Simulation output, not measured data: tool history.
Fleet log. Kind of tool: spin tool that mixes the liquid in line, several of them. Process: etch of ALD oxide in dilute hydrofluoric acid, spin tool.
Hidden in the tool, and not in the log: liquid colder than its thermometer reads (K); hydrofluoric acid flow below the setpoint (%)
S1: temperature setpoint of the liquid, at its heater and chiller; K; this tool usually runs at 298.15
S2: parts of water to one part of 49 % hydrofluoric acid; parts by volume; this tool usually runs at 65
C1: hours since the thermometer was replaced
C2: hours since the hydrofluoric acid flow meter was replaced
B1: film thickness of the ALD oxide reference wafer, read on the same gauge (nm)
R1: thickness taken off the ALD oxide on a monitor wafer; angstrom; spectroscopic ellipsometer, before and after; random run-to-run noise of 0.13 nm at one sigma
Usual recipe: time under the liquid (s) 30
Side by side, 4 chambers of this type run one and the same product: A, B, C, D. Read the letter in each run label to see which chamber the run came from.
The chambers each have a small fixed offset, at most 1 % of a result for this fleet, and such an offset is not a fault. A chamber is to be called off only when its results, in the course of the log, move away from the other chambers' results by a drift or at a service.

Run 1C, hour 4.2: usual settings; C1 1106.3; C2 383.3; B1 110. Result: R1 160.69 angstrom.
Run 2A, hour 6.2: usual settings; C1 395.7; C2 1851.1; B1 109.98. Result: R1 159.2 angstrom.
Run 3B, hour 8.4: usual settings; C1 715.8; C2 14.1; B1 110. Result: R1 161.96 angstrom.
Run 4D, hour 11.8: usual settings; C1 1023.5; C2 142.4; B1 109.99. Result: R1 163.86 angstrom.
Run 5C, hour 14.3: usual settings but S1 294.15 K, time under the liquid (s) 45; C1 1116.4; C2 393.4; B1 109.99. Result: R1 207.88 angstrom.
Run 6B, hour 17: usual settings but S1 294.15 K, time under the liquid (s) 45; C1 724.4; C2 22.7; B1 109.97. Result: R1 209.09 angstrom.
Run 7A, hour 20.9: usual settings but S1 294.15 K, time under the liquid (s) 45; C1 410.4; C2 1865.8; B1 110. Result: R1 205.16 angstrom.
Run 8D, hour 25: usual settings but S1 294.15 K, time under the liquid (s) 45; C1 1036.7; C2 155.6; B1 109.99. Result: R1 203.18 angstrom.
Run 9C, hour 29.4: usual settings; C1 1131.5; C2 408.5; B1 110.01. Result: R1 163.76 angstrom.
Run 10A, hour 32: usual settings; C1 421.5; C2 1876.9; B1 109.98. Result: R1 159.21 angstrom.
Run 11B, hour 36: usual settings; C1 743.4; C2 41.7; B1 109.99. Result: R1 160.18 angstrom.
Run 12D, hour 39.2: usual settings; C1 1050.9; C2 169.8; B1 109.99. Result: R1 161.7 angstrom.
Run 13C, hour 42.4: usual settings but S2 50 parts by volume; C1 1144.5; C2 421.5; B1 110.03. Result: R1 211.26 angstrom.
Run 14A, hour 46.1: usual settings but S2 50 parts by volume; C1 435.6; C2 1891; B1 110. Result: R1 214.23 angstrom.
Run 15B, hour 50.4: usual settings but S2 50 parts by volume; C1 757.8; C2 56.1; B1 110.01. Result: R1 218 angstrom.
Run 16D, hour 54.4: usual settings but S2 50 parts by volume; C1 1066.1; C2 185; B1 110.02. Result: R1 213.26 angstrom.
Run 17C, hour 58.4: usual settings; C1 1160.5; C2 437.5; B1 110. Result: R1 155.25 angstrom.
Run 18D, hour 62.9: usual settings; C1 1074.6; C2 193.5; B1 110.04. Result: R1 160.31 angstrom.
Run 19B, hour 67.2: usual settings; C1 774.6; C2 72.9; B1 110.03. Result: R1 164.49 angstrom.
Run 20A, hour 71.4: usual settings; C1 460.9; C2 1916.3; B1 109.99. Result: R1 158.85 angstrom.
Run 21D, hour 74.5: usual settings but S1 299.65 K; C1 1086.2; C2 205.1; B1 110.02. Result: R1 170.73 angstrom.
Run 22C, hour 77.3: usual settings but S1 299.65 K; C1 1179.4; C2 456.4; B1 110.01. Result: R1 163.05 angstrom.
Run 23A, hour 81.6: usual settings but S1 299.65 K; C1 471.1; C2 1926.5; B1 109.99. Result: R1 170.1 angstrom.
Run 24B, hour 84.2: usual settings but S1 299.65 K; C1 791.6; C2 89.9; B1 109.99. Result: R1 173.08 angstrom.
Run 25D, hour 86.7: usual settings; C1 1098.4; C2 217.3; B1 110. Result: R1 162.04 angstrom.
Run 26C, hour 89.3: usual settings; C1 1191.4; C2 468.4; B1 110.02. Result: R1 150.92 angstrom.
Run 27B, hour 93.8: usual settings; C1 801.2; C2 99.5; B1 109.99. Result: R1 161.44 angstrom.
Run 28A, hour 96.2: usual settings; C1 485.7; C2 1941.1; B1 110.01. Result: R1 161.67 angstrom.
Run 29A, hour 100.2: usual settings; C1 489.7; C2 1945.1; B1 110.01. Result: R1 161.09 angstrom.
Run 30B, hour 102.9: usual settings; C1 810.3; C2 108.6; B1 110.01. Result: R1 163.7 angstrom.
Run 31C, hour 105.3: usual settings; C1 1207.4; C2 484.4; B1 109.99. Result: R1 145.95 angstrom.
Run 32D, hour 107.6: usual settings but S1 302.15 K, S2 50 parts by volume; C1 1119.3; C2 238.2; B1 110.02. Result: R1 253.19 angstrom.

Each of the 4 chambers runs these same settings next. Fill in every chamber's results:
Run 33A, hour 110.9: usual settings but time under the liquid (s) 50. Result: R1 ?.
Run 33B, hour 110.9: usual settings but time under the liquid (s) 50. Result: R1 ?.
Run 33C, hour 110.9: usual settings but time under the liquid (s) 50. Result: R1 ?.
Run 33D, hour 110.9: usual settings but time under the liquid (s) 50. Result: R1 ?.

run      R1
33A  268.48
33B  271.77
33C  242.29
33D  267.63
